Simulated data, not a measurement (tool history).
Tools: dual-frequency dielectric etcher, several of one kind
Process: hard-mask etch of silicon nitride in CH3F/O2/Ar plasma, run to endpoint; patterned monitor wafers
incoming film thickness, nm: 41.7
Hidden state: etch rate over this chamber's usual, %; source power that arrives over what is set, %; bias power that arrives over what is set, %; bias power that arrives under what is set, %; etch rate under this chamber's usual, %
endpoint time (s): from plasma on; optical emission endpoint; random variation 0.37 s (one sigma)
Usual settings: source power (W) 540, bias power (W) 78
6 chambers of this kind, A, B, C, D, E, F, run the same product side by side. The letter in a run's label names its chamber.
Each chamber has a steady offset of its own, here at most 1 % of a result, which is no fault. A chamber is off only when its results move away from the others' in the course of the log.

run	hour	source power (W)	bias power (W)	hours since the last wet clean	hours since the last source power generator calibration	hours since the last bias power generator calibration	endpoint time (s)
1C	9.1	540	78	581.1	3034.9	1982.8	52.148
2F	15.9	540	78	167	1049.3	2330.8	52.805
3A	21.8	540	78	395.3	1391.9	1195	51.47
4B	32.5	540	78	263.5	2607.5	2976.7	52.737
5E	41.9	540	78	371.9	2501.2	4096	52.367
# hour 48.1: chamber D: bias power generator calibrated
# hour 49.1: chamber E: wet clean of the chamber
6D	52.4	540	78	286.3	1107.8	4.3	52.447
# hour 59.7: chamber C: wet clean of the chamber
7D	63.4	540	78	297.3	1118.8	15.3	51.93
8E	69	540	78	20	2528.3	4123.1	52.64
9C	75.2	540	78	15.5	3101	2048.9	52.831
10A	85.5	540	78	459	1455.6	1258.7	52.424
11B	97.4	540	78	328.4	2672.4	3041.6	52.865
12F	108.2	540	78	259.3	1141.6	2423.1	52.72
13E	117.9	540	78	68.9	2577.2	4172	52.761
# hour 119.5: chamber A: wet clean of the chamber
# hour 121.9: chamber D: wet clean of the chamber
14C	123.8	540	78	64.1	3149.6	2097.5	52.191
15A	132.3	540	78	12.9	1502.4	1305.5	52.043
16F	142.9	540	78	294	1176.3	2457.8	53.201
17B	153.3	540	78	384.3	2728.3	3097.5	52.447
# hour 160.6: chamber C: bias power generator calibrated
18D	160.6	540	78	38.7	1216	112.5	52.074
19B	172.2	490	94	403.2	2747.2	3116.4	51.166
# hour 178.5: chamber B: bias power generator calibrated
20D	182.3	490	94	60.4	1237.7	134.2	50.89
21C	190.6	490	94	130.9	3216.4	30	50.428
22E	199.2	490	94	150.2	2658.5	4253.3	50.481
# hour 199.7: chamber E: bias power generator calibrated
23A	207.5	490	94	88.1	1577.6	1380.7	50.291
24F	213.8	490	94	364.9	1247.2	2528.7	51.21
25F	220.6	540	78	371.7	1254	2535.5	52.542
# hour 223.5: chamber B: wet clean of the chamber
26B	229.8	540	78	6.3	2804.8	51.3	51.35
27C	236.7	540	78	177	3262.5	76.1	51.591
28D	245.1	540	78	123.2	1300.5	197	52.78
29A	255.7	540	78	136.3	1625.8	1428.9	51.051
30E	261.7	540	84	212.7	2721	62	51.301
31C	269.4	540	84	209.7	3295.2	108.8	51.148
32D	278.5	540	84	156.6	1333.9	230.4	51.231
33B	283.7	540	84	60.2	2858.7	105.2	50.697
# hour 287: chamber F: wet clean of the chamber
34F	293.6	540	84	6.7	1327	2608.5	51.539
35E	299.7	540	84	250.7	2759	100	51.152
36A	305.1	540	67	185.7	1675.2	1478.3	55.093
37B	313.8	540	67	90.3	2888.8	135.3	55.338
38C	323.7	540	67	264	3349.5	163.1	54.358

Is one chamber off against the others, does the gauge drift, or is nothing wrong? If a chamber is off, say which, and what the likeliest cause is.

No chamber stands off beyond its own small offset, and the gauge holds steady.
